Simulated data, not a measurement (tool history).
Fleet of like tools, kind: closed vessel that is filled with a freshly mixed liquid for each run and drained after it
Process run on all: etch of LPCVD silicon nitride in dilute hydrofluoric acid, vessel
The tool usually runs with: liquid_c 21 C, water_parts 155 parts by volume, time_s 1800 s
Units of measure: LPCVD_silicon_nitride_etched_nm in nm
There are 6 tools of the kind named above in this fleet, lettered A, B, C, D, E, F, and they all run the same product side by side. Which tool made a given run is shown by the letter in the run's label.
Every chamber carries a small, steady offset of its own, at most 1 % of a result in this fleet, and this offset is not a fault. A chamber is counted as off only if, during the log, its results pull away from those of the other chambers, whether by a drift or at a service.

run   hour  liquid_c  water_parts  time_s  read-back film thickness of the LPCVD silicon nitride reference wafer, read on the same gauge (nm)  LPCVD_silicon_nitride_etched_nm
 1C    4.6        21          155    1800                                                                                              60.014                            4.507
 2A   10.5        21          155    1800                                                                                              60.018                           4.5663
 3E   16.3        21          155    1800                                                                                              59.971                           4.5615
 4B   21.7        21          155    1800                                                                                              59.989                           4.5122
 5D   24.4        21          155    1800                                                                                              59.975                           4.5076
 6F   27.1        21          155    1800                                                                                              60.001                           4.4695
 7F   30.3        21          155    1800                                                                                              59.987                           4.5205
 8A   33.2        21          155    1800                                                                                              59.968                           4.5403
 9D   36.3        21          155    1800                                                                                              59.996                           4.5783
10C   39.2        21          155    1800                                                                                              60.004                           4.5336
11E   43.4        21          155    1800                                                                                              60.011                           4.5297
12B   47.5        21          155    1800                                                                                              59.997                            4.495
13D   53.1        21          155    1800                                                                                              60.016                           4.5131
14B   57.7        19          155    1800                                                                                              59.998                           3.9018
15C   63.5        19          155    1800                                                                                              59.996                            3.968
16E   66.3        19          155    1800                                                                                              60.014                           3.9809
17F   70.8        19          155    1800                                                                                              60.032                           3.9165
18A   76.4        19          155    1800                                                                                                  60                           4.0004
19D   80.8        19          155    1800                                                                                              59.966                           3.9251
20B   85.7        19          155    1800                                                                                              60.006                           3.9308
21A   89.3        19          155    1800                                                                                              59.991                           3.9525
22C   92.6        19          155    1800                                                                                              59.987                           3.9416
23E     97        19          155    1800                                                                                              60.014                           3.9907
24F  102.9        19          155    1800                                                                                              60.007                           3.9348
25C  107.6        19          155    1800                                                                                              59.993                            3.966
26F  111.3        21           95    1200                                                                                              59.991                           4.8716
     113.1  -- chamber C: hydrofluoric acid flow meter replaced
     114.5  -- chamber E: thermometer replaced
27E  114.8        21           95    1200                                                                                              59.989                           4.9305
28D  118.3        21           95    1200                                                                                              59.994                           4.7675
29A  122.2        21           95    1200                                                                                              60.016                           4.9208
30B    126        21           95    1200                                                                                              60.013                           4.8278
31F  128.9        21           95    1200                                                                                              60.018                            4.909
32C  133.9        21          155    1115                                                                                              60.022                           2.8129
33D  139.7        21          155    1115                                                                                              59.979                           2.7018
34E  144.3        21          155    1115                                                                                              60.004                           2.8353
35B    150        21          155    1115                                                                                              60.019                           2.7592
36A  155.7        21          155    1115                                                                                              59.996                           2.8159
37E    159        21          155    1115                                                                                                  60                           2.8098
38C    162        21          155    1800                                                                                              60.017                           4.5162

Does one chamber stand apart from the rest, does the shared gauge drift, or is all well apart from small per-chamber offsets? Give the chamber and the most likely cause, where there is one.

Little by little, chamber D moves away from the other chambers.
Cause: hydrofluoric acid flow below the setpoint (%) = 5.38.
Not necessarily distinguishable in this log from: liquid colder than its thermometer reads (K).

Here are 4 candidates for chamber D's next run, each the usual settings with a change, their results left as question marks. Which one brings its results back in line with what the others give on the usual settings?
In line means no further than this from the other chambers' mean on the usual settings: LPCVD_silicon_nitride_etched_nm 0.072 nm
39D-1  166.3        21          155    1890                                                                                                                                    ?
39D-2  166.3        21          155    1945                                                                                                                                    ?
39D-3  166.3        21          160    1720                                                                                                                                    ?
39D-4  166.3        21          160    1755                                                                                                                                    ?

Other chambers, usual settings, mean: LPCVD_silicon_nitride_etched_nm 4.5152 nm
  run  LPCVD_silicon_nitride_etched_nm
39D-1                           4.5015
39D-2                           4.6325
39D-3                           3.9697
39D-4                           4.0505
39D-1 is the one that brings the chamber's results back in line with the other chambers.
